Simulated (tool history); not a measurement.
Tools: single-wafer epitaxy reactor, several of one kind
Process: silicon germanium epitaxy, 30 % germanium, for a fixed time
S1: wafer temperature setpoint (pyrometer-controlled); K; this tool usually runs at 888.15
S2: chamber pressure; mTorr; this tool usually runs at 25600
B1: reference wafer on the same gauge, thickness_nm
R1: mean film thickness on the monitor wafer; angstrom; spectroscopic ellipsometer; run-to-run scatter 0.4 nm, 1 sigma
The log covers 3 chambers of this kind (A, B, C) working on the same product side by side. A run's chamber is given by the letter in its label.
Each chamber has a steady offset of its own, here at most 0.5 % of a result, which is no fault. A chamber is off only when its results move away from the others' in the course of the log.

Run 1B, hour 11.1: usual settings; B1 80.769. Result: R1 852.96 angstrom.
Run 2A, hour 25.4: usual settings; B1 80.681. Result: R1 850.35 angstrom.
Run 3C, hour 38: usual settings; B1 80.697. Result: R1 847.93 angstrom.
Run 4C, hour 50.6: usual settings; B1 80.671. Result: R1 856.39 angstrom.
Run 5A, hour 59.5: usual settings; B1 80.622. Result: R1 853.08 angstrom.
Run 6B, hour 71.1: usual settings; B1 80.638. Result: R1 859.51 angstrom.
At hour 84.8: chamber B: capacitance manometer re-zeroed and calibrated.
Run 7A, hour 85.5: usual settings; B1 80.676. Result: R1 854.57 angstrom.
Run 8C, hour 93.4: usual settings; B1 80.742. Result: R1 853.28 angstrom.
Run 9B, hour 103.3: usual settings; B1 80.616. Result: R1 854.2 angstrom.
Run 10A, hour 110.3: usual settings; B1 80.73. Result: R1 852.1 angstrom.
Run 11C, hour 119.6: usual settings; B1 80.661. Result: R1 851.02 angstrom.
Run 12B, hour 133.6: usual settings; B1 80.734. Result: R1 847.49 angstrom.
Run 13A, hour 141.8: usual settings; B1 80.682. Result: R1 860.76 angstrom.
Run 14B, hour 149.2: usual settings; B1 80.643. Result: R1 848.58 angstrom.
Run 15C, hour 157.3: usual settings; B1 80.717. Result: R1 849.85 angstrom.
Run 16B, hour 164.8: usual settings; B1 80.646. Result: R1 855.05 angstrom.
Run 17A, hour 175.3: usual settings; B1 80.612. Result: R1 859.87 angstrom.
At hour 180.9: chamber A: pyrometer calibrated.
Run 18C, hour 182.9: usual settings; B1 80.731. Result: R1 847.56 angstrom.
Run 19B, hour 196.2: usual settings; B1 80.685. Result: R1 853.46 angstrom.
Run 20C, hour 208.8: usual settings; B1 80.719. Result: R1 843.31 angstrom.
Run 21A, hour 217.9: usual settings but S1 902.15 K, S2 19700 mTorr; B1 80.61. Result: R1 978.59 angstrom.
At hour 219.1: chamber A: capacitance manometer re-zeroed and calibrated.
Run 22C, hour 233.1: usual settings but S1 902.15 K, S2 19700 mTorr; B1 80.64. Result: R1 973.68 angstrom.
Run 23B, hour 240.8: usual settings but S1 902.15 K, S2 19700 mTorr; B1 80.694. Result: R1 973.65 angstrom.
Run 24A, hour 248.2: usual settings but S1 897.15 K, S2 31100 mTorr; B1 80.751. Result: R1 1078.1 angstrom.
Run 25A, hour 261.1: usual settings but S1 897.15 K, S2 31100 mTorr; B1 80.682. Result: R1 1083.3 angstrom.
Run 26C, hour 274.4: usual settings but S1 897.15 K, S2 31100 mTorr; B1 80.676. Result: R1 1069.3 angstrom.
Run 27B, hour 286.4: usual settings but S2 20300 mTorr; B1 80.626. Result: R1 782.49 angstrom.
Run 28B, hour 299.7: usual settings but S2 20300 mTorr; B1 80.763. Result: R1 780.02 angstrom.
Run 29A, hour 308.8: usual settings but S2 20300 mTorr; B1 80.75. Result: R1 769.75 angstrom.
Run 30C, hour 320.2: usual settings; B1 80.714. Result: R1 846.79 angstrom.
Run 31A, hour 329.9: usual settings but S1 895.15 K, S2 28400 mTorr; B1 80.748. Result: R1 1011.9 angstrom.
Run 32C, hour 342.6: usual settings but S1 895.15 K, S2 28400 mTorr; B1 80.694. Result: R1 1000.9 angstrom.
Run 33B, hour 354.2: usual settings but S1 895.15 K, S2 28400 mTorr; B1 80.778. Result: R1 1003.8 angstrom.
Run 34C, hour 362.2: usual settings but S2 30100 mTorr; B1 80.717. Result: R1 906.27 angstrom.
Run 35B, hour 377.2: usual settings but S2 30100 mTorr; B1 80.676. Result: R1 914.8 angstrom.
Run 36A, hour 384: usual settings but S2 30100 mTorr; B1 80.713. Result: R1 920.89 angstrom.
Run 37B, hour 397.5: usual settings; B1 80.693. Result: R1 856.16 angstrom.
Run 38A, hour 412.2: usual settings; B1 80.693. Result: R1 850.01 angstrom.
Run 39C, hour 424.6: usual settings but S1 896.15 K, S2 27600 mTorr; B1 80.746. Result: R1 1003.1 angstrom.
Run 40B, hour 433.1: usual settings but S1 896.15 K, S2 27600 mTorr; B1 80.69. Result: R1 1014.8 angstrom.
Run 41C, hour 440.6: usual settings but S1 896.15 K, S2 27600 mTorr; B1 80.765. Result: R1 1003.7 angstrom.

One chamber off, gauge drift, or nothing amiss beyond the chambers' own small offsets? If it is a chamber, which one, and what is the likeliest cause?

No chamber is off and the gauge is stable; the differences are just each chamber's small, constant offset.
